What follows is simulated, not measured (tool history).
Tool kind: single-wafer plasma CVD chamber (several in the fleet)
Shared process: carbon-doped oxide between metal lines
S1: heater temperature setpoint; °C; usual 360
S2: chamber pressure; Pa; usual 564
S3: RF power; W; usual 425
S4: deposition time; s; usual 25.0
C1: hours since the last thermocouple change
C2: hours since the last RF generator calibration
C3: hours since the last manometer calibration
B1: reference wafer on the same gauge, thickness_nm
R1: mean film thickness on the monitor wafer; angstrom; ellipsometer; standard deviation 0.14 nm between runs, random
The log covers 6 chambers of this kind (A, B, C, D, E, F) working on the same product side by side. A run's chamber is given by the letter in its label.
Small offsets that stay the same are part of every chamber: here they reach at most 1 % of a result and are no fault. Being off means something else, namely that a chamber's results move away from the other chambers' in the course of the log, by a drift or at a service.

run	hour	S1	S2	S3	S4	C1	C2	C3	B1	R1
1D	11.8	360	564	425	25.0	353.3	1690.0	1557.5	123.00	1085.30
2C	23.7	360	564	425	25.0	700.2	155.4	1146.6	122.94	1080.20
3E	37.5	360	564	425	25.0	529.4	1443.1	1814.8	122.96	1099.00
4A	51.2	360	564	425	25.0	440.4	466.9	349.1	122.89	1084.80
5B	58.4	360	564	425	25.0	478.3	89.6	774.6	122.96	1089.30
6F	68.2	373	564	425	21.9	1682.0	714.8	1775.3	122.88	923.51
7A	77.5	373	564	425	21.9	466.7	493.2	375.4	122.87	925.45
8F	87.1	373	564	425	21.9	1700.9	733.7	1794.2	122.88	923.01
9B	99.5	373	564	425	21.9	519.4	130.7	815.7	122.88	927.11
10D	110.7	373	564	425	21.9	452.2	1788.9	1656.4	122.86	925.43
11C	118.0	373	564	425	21.9	794.5	249.7	1240.9	122.86	918.40
12E	132.4	360	564	425	25.0	624.3	1538.0	1909.7	122.79	1096.50
13D	146.7	360	564	425	25.0	488.2	1824.9	1692.4	122.82	1084.90
14E	156.9	360	564	425	25.0	648.8	1562.5	1934.2	122.80	1095.90
15F	167.2	360	564	425	25.0	1781.0	813.8	1874.3	122.80	1084.90
16C	178.7	360	564	425	25.0	855.2	310.4	1301.6	122.72	1080.30
17A	193.3	360	564	425	25.0	582.5	609.0	491.2	122.70	1082.80
18B	204.3	360	564	425	25.0	624.2	235.5	920.5	122.71	1086.60
19E	212.5	360	564	425	25.0	704.4	1618.1	1989.8	122.69	1096.40
20F	219.3	360	564	425	25.0	1833.1	865.9	1926.4	122.67	1082.30
21A	230.1	360	564	425	25.0	619.3	645.8	528.0	122.68	1082.60
22D	239.7	360	564	425	25.0	581.2	1917.9	1785.4	122.69	1085.30
23C	253.8	360	564	425	21.2	930.3	385.5	1376.7	122.65	915.07
# hour 256.7: chamber F: RF generator calibrated
24B	265.6	360	564	425	21.2	685.5	296.8	981.8	122.58	922.27
25B	276.1	360	564	425	21.2	696.0	307.3	992.3	122.58	922.69
26D	287.0	360	564	425	21.2	628.5	1965.2	1832.7	122.57	920.98
27E	301.1	360	564	425	21.2	793.0	1706.7	2078.4	122.57	931.29
28F	308.4	360	564	425	21.2	1922.2	51.7	2015.5	122.53	919.96
# hour 313.5: chamber D: capacitance manometer re-zeroed and calibrated
29A	317.9	360	564	425	25.0	707.1	733.6	615.8	122.54	1085.90
30C	325.3	349	485	425	25.0	1001.8	457.0	1448.2	122.55	1085.50
# hour 327.8: chamber D: RF generator calibrated
# hour 331.1: chamber F: thermocouple changed; heater temperature recalibrated
31E	335.1	349	485	425	25.0	827.0	1740.7	2112.4	122.51	1107.40
32D	344.4	349	485	425	25.0	685.9	16.6	31.0	122.53	1094.20
# hour 352.7: chamber E: RF generator calibrated
33C	356.0	349	485	425	25.0	1032.5	487.7	1478.9	122.48	1089.60
34A	364.1	349	485	425	25.0	753.3	779.8	662.0	122.51	1092.60
35F	371.5	349	485	425	25.0	40.4	114.8	2078.6	122.51	1091.20
36B	379.4	360	564	425	25.0	799.3	410.6	1095.6	122.46	1084.60
37F	390.7	360	564	425	25.0	59.6	134.0	2097.8	122.41	1080.80
38C	398.5	360	564	425	25.0	1075.0	530.2	1521.4	122.44	1074.10
39A	408.2	360	564	425	25.0	797.4	823.9	706.1	122.41	1080.30
40B	418.2	360	564	425	25.0	838.1	449.4	1134.4	122.39	1084.20
41E	426.6	360	564	425	25.0	918.5	73.9	2203.9	122.40	1093.50
42D	438.4	360	564	425	25.0	779.9	110.6	125.0	122.36	1079.70
43B	452.7	360	564	425	25.0	872.6	483.9	1168.9	122.37	1083.10

For the next run the whole fleet of 6 chambers uses the same settings. Give each chamber's results:
44A	463.2	360	564	425	25.0					?
44B	463.2	360	564	425	25.0					?
44C	463.2	360	564	425	25.0					?
44D	463.2	360	564	425	25.0					?
44E	463.2	360	564	425	25.0					?
44F	463.2	360	564	425	25.0					?

run	R1
44A	1081.20
44B	1084.10
44C	1077.00
44D	1080.00
44E	1094.70
44F	1079.40

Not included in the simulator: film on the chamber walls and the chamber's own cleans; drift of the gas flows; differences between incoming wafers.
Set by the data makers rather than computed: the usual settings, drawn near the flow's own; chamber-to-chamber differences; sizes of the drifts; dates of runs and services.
